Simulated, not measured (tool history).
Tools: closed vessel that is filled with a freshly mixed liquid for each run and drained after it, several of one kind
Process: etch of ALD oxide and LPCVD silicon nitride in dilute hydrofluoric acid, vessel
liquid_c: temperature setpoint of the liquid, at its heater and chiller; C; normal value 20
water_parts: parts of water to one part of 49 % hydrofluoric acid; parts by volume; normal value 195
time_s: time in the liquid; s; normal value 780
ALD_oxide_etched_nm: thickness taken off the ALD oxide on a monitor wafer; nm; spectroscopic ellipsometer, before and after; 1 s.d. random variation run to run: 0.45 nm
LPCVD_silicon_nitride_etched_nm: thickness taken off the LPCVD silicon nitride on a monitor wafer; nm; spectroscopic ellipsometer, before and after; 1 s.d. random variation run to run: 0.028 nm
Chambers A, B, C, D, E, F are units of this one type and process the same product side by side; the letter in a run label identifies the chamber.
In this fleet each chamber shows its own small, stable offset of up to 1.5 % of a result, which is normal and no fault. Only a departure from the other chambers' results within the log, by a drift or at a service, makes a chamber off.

run	hour	liquid_c	water_parts	time_s	read-back film thickness of the ALD oxide reference wafer, read on the same gauge (nm)	read-back film thickness of the LPCVD silicon nitride reference wafer, read on the same gauge (nm)	ALD_oxide_etched_nm	LPCVD_silicon_nitride_etched_nm
1F	4.2	20	195	780	139.94	100.01	50.302	1.5244
2E	6.9	20	195	780	140.05	99.978	51.096	1.5565
3B	11.2	20	195	780	139.96	99.989	49.663	1.5672
4D	15.8	20	195	780	140	100.03	49.687	1.6018
5A	19.1	20	135	345	140	100.01	33.454	0.96354
6C	21.4	20	135	345	139.99	100.02	33.403	0.96277
7A	23.6	20	135	345	140.02	99.98	33.616	0.93934
8C	26	20	135	345	140.01	99.993	33.95	0.96089
9F	30.2	20	135	345	139.99	99.996	33.756	1.0003
10D	34.9	20	135	345	139.96	100	33.853	0.98957
11B	37.3	20	195	780	139.98	99.989	48.949	1.626
12E	41.1	17	195	780	140	99.98	44.273	1.2217
# hour 41.7: chamber A: hydrofluoric acid flow meter replaced
13D	45.1	17	195	780	140.03	99.998	44.588	1.2276
14C	47.5	17	195	780	139.97	100.01	44.074	1.2691
15A	49.9	17	195	780	139.98	99.999	44.332	1.2653
16B	54	17	195	780	140	100.01	44.744	1.2917
17E	56.9	17	195	780	139.98	99.997	44.104	1.2709
18F	61.2	20	195	780	139.96	99.98	49.593	1.569
19D	65.7	20	195	780	139.99	100.02	49.671	1.5241
20F	69.1	20	195	780	139.97	100	49.199	1.5748
21C	73.7	20	195	780	139.98	100.01	50.049	1.5765
22B	78.6	20	195	780	140.04	100	49.683	1.579
23A	82.2	20	195	780	140.02	100	49.811	1.6112
24E	85.8	20	195	780	140.03	99.974	50.662	1.524
# hour 86.3: chamber D: thermometer replaced
25C	88.1	20	195	780	139.95	100.01	49.851	1.5349
26F	92.7	20	195	780	139.94	99.989	48.912	1.5927
27A	95	20	195	780	140.02	99.986	49.242	1.5091
28E	100	20	195	780	139.97	100.02	50.673	1.5632
29B	102.7	20	195	780	140.07	99.994	51.5	1.63
30D	106.8	20	195	780	139.95	100	50.325	1.5351
31A	110.6	20	195	780	139.98	99.99	48.888	1.5775
32D	113.4	20	195	780	139.97	100.03	49.144	1.6012
33C	117.7	20	195	780	139.99	100.03	50.47	1.5024
34F	121.4	17.5	195	530	140	100	29.934	0.90313
35E	125.1	17.5	195	530	139.96	100.01	30.954	0.88192
36B	130.2	17.5	195	530	139.95	99.993	32.131	0.95818
37B	134.1	17.5	195	530	140	99.997	32.077	0.94598
38E	138	17.5	195	530	139.96	100	30.987	0.90137
39D	142.8	17.5	195	530	140.01	99.994	30.208	0.87591
40A	146.8	20	195	780	139.95	99.998	48.762	1.5179
41C	149.7	20	195	780	139.97	99.995	50.275	1.5725
42F	153.7	20	195	780	140.03	100	49.484	1.5818
43A	158.5	20	195	780	140.01	99.992	49.15	1.5499

All chambers now run identical settings, listed one chamber a line with results as question marks. What results will each chamber show?
44A	162.1	20	125	780			?	?
44B	162.1	20	125	780			?	?
44C	162.1	20	125	780			?	?
44D	162.1	20	125	780			?	?
44E	162.1	20	125	780			?	?
44F	162.1	20	125	780			?	?

run	ALD_oxide_etched_nm	LPCVD_silicon_nitride_etched_nm
44A	81.132	2.3725
44B	90.24	2.5882
44C	85.129	2.4183
44D	83.814	2.4583
44E	84.736	2.4454
44F	80.989	2.4202

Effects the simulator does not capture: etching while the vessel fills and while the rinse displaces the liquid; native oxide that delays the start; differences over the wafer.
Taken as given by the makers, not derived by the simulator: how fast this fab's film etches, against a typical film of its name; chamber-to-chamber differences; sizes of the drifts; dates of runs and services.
